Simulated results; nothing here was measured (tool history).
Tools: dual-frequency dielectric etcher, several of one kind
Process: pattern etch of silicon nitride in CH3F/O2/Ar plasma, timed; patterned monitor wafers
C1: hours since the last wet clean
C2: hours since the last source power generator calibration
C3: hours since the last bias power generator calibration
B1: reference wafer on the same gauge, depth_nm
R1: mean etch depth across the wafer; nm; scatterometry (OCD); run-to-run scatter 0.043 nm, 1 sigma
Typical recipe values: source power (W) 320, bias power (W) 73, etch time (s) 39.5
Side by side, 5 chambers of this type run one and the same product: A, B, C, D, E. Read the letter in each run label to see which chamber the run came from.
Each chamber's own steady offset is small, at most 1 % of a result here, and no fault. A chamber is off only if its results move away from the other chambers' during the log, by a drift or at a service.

At day 0.038: chamber E: wet clean of the chamber.
Run 1C, day 0.267: usual settings; C1 403.0; C2 160.3; C3 880.2; B1 28.695. Result: R1 25.323 nm.
Run 2B, day 0.467: usual settings; C1 99.6; C2 1207.1; C3 233.5; B1 28.696. Result: R1 25.361 nm.
Run 3D, day 0.717: usual settings; C1 87.6; C2 433.3; C3 475.2; B1 28.692. Result: R1 25.397 nm.
Run 4E, day 0.933: usual settings; C1 21.5; C2 2600.4; C3 2911.4; B1 28.692. Result: R1 25.519 nm.
Run 5A, day 1.158: usual settings; C1 261.2; C2 1733.3; C3 1294.0; B1 28.682. Result: R1 25.527 nm.
Run 6E, day 1.458: usual settings; C1 34.1; C2 2613.0; C3 2924.0; B1 28.676. Result: R1 25.568 nm.
Run 7A, day 1.612: usual settings but source power (W) 380; C1 272.1; C2 1744.2; C3 1304.9; B1 28.671. Result: R1 27.198 nm.
Run 8B, day 1.938: usual settings but source power (W) 380; C1 134.9; C2 1242.4; C3 268.8; B1 28.650. Result: R1 27.068 nm.
Run 9D, day 2.196: usual settings but source power (W) 380; C1 123.1; C2 468.8; C3 510.7; B1 28.654. Result: R1 27.120 nm.
Run 10C, day 2.558: usual settings but source power (W) 380; C1 458.0; C2 215.3; C3 935.2; B1 28.642. Result: R1 27.083 nm.
Run 11D, day 2.821: usual settings but source power (W) 380; C1 138.1; C2 483.8; C3 525.7; B1 28.654. Result: R1 27.100 nm.
Run 12E, day 3.183: usual settings; C1 75.5; C2 2654.4; C3 2965.4; B1 28.624. Result: R1 25.531 nm.
Run 13C, day 3.362: usual settings; C1 477.3; C2 234.6; C3 954.5; B1 28.633. Result: R1 25.299 nm.
Run 14B, day 3.692: usual settings but bias power (W) 63, etch time (s) 28.0; C1 177.0; C2 1284.5; C3 310.9; B1 28.626. Result: R1 17.048 nm.
Run 15A, day 3.975: usual settings but bias power (W) 63, etch time (s) 28.0; C1 328.8; C2 1800.9; C3 1361.6; B1 28.622. Result: R1 17.157 nm.
Run 16A, day 4.317: usual settings but bias power (W) 63, etch time (s) 28.0; C1 337.0; C2 1809.1; C3 1369.8; B1 28.617. Result: R1 17.168 nm.
Run 17B, day 4.638: usual settings but bias power (W) 63, etch time (s) 28.0; C1 199.7; C2 1307.2; C3 333.6; B1 28.611. Result: R1 17.049 nm.
Run 18C, day 4.867: usual settings but bias power (W) 63, etch time (s) 28.0; C1 513.4; C2 270.7; C3 990.6; B1 28.597. Result: R1 17.065 nm.
Run 19D, day 5.183: usual settings; C1 194.8; C2 540.5; C3 582.4; B1 28.596. Result: R1 25.369 nm.
Run 20E, day 5.433: usual settings; C1 129.5; C2 2708.4; C3 3019.4; B1 28.610. Result: R1 25.391 nm.
Run 21C, day 5.654: usual settings; C1 532.3; C2 289.6; C3 1009.5; B1 28.588. Result: R1 25.343 nm.
Run 22D, day 5.838: usual settings but bias power (W) 62, etch time (s) 47.0; C1 210.5; C2 556.2; C3 598.1; B1 28.584. Result: R1 28.558 nm.
Run 23B, day 6.021: usual settings but bias power (W) 62, etch time (s) 47.0; C1 232.9; C2 1340.4; C3 366.8; B1 28.581. Result: R1 28.373 nm.
Run 24A, day 6.188: usual settings but bias power (W) 62, etch time (s) 47.0; C1 381.9; C2 1854.0; C3 1414.7; B1 28.575. Result: R1 28.545 nm.
Run 25E, day 6.475: usual settings but bias power (W) 62, etch time (s) 47.0; C1 154.5; C2 2733.4; C3 3044.4; B1 28.571. Result: R1 28.615 nm.
At day 6.625: chamber C: wet clean of the chamber.
Run 26B, day 6.662: usual settings but bias power (W) 62, etch time (s) 47.0; C1 248.3; C2 1355.8; C3 382.2; B1 28.559. Result: R1 28.466 nm.
Run 27C, day 6.912: usual settings but source power (W) 280, bias power (W) 83; C1 7.0; C2 319.8; C3 1039.7; B1 28.561. Result: R1 25.234 nm.
Run 28A, day 7.204: usual settings but source power (W) 280, bias power (W) 83; C1 406.3; C2 1878.4; C3 1439.1; B1 28.560. Result: R1 25.184 nm.
Run 29E, day 7.371: usual settings but source power (W) 280, bias power (W) 83; C1 176.0; C2 2754.9; C3 3065.9; B1 28.550. Result: R1 25.281 nm.
Run 30D, day 7.579: usual settings but source power (W) 280, bias power (W) 83; C1 252.3; C2 598.0; C3 639.9; B1 28.563. Result: R1 25.263 nm.
Run 31E, day 7.738: usual settings but source power (W) 280, bias power (W) 83; C1 184.8; C2 2763.7; C3 3074.7; B1 28.538. Result: R1 25.281 nm.
Run 32D, day 8.062: usual settings; C1 263.9; C2 609.6; C3 651.5; B1 28.539. Result: R1 25.307 nm.
Run 33C, day 8.404: usual settings; C1 42.8; C2 355.6; C3 1075.5; B1 28.536. Result: R1 25.309 nm.
Run 34B, day 8.733: usual settings; C1 298.0; C2 1405.5; C3 431.9; B1 28.527. Result: R1 25.324 nm.
Run 35A, day 8.988: usual settings; C1 449.1; C2 1921.2; C3 1481.9; B1 28.519. Result: R1 25.367 nm.
Run 36C, day 9.325: usual settings but source power (W) 260; C1 64.9; C2 377.7; C3 1097.6; B1 28.513. Result: R1 23.350 nm.
Run 37A, day 9.488: usual settings but source power (W) 260; C1 461.1; C2 1933.2; C3 1493.9; B1 28.507. Result: R1 23.360 nm.
Run 38D, day 9.758: usual settings but source power (W) 260; C1 304.6; C2 650.3; C3 692.2; B1 28.491. Result: R1 23.431 nm.

All 5 chambers run these settings next. Forecast each chamber's results:
Run 39A, day 10.017: usual settings but source power (W) 270. Result: R1 ?.
Run 39B, day 10.017: usual settings but source power (W) 270. Result: R1 ?.
Run 39C, day 10.017: usual settings but source power (W) 270. Result: R1 ?.
Run 39D, day 10.017: usual settings but source power (W) 270. Result: R1 ?.
Run 39E, day 10.017: usual settings but source power (W) 270. Result: R1 ?.

run      R1
39A  23.787
39B  23.685
39C  23.687
39D  23.731
39E  23.692
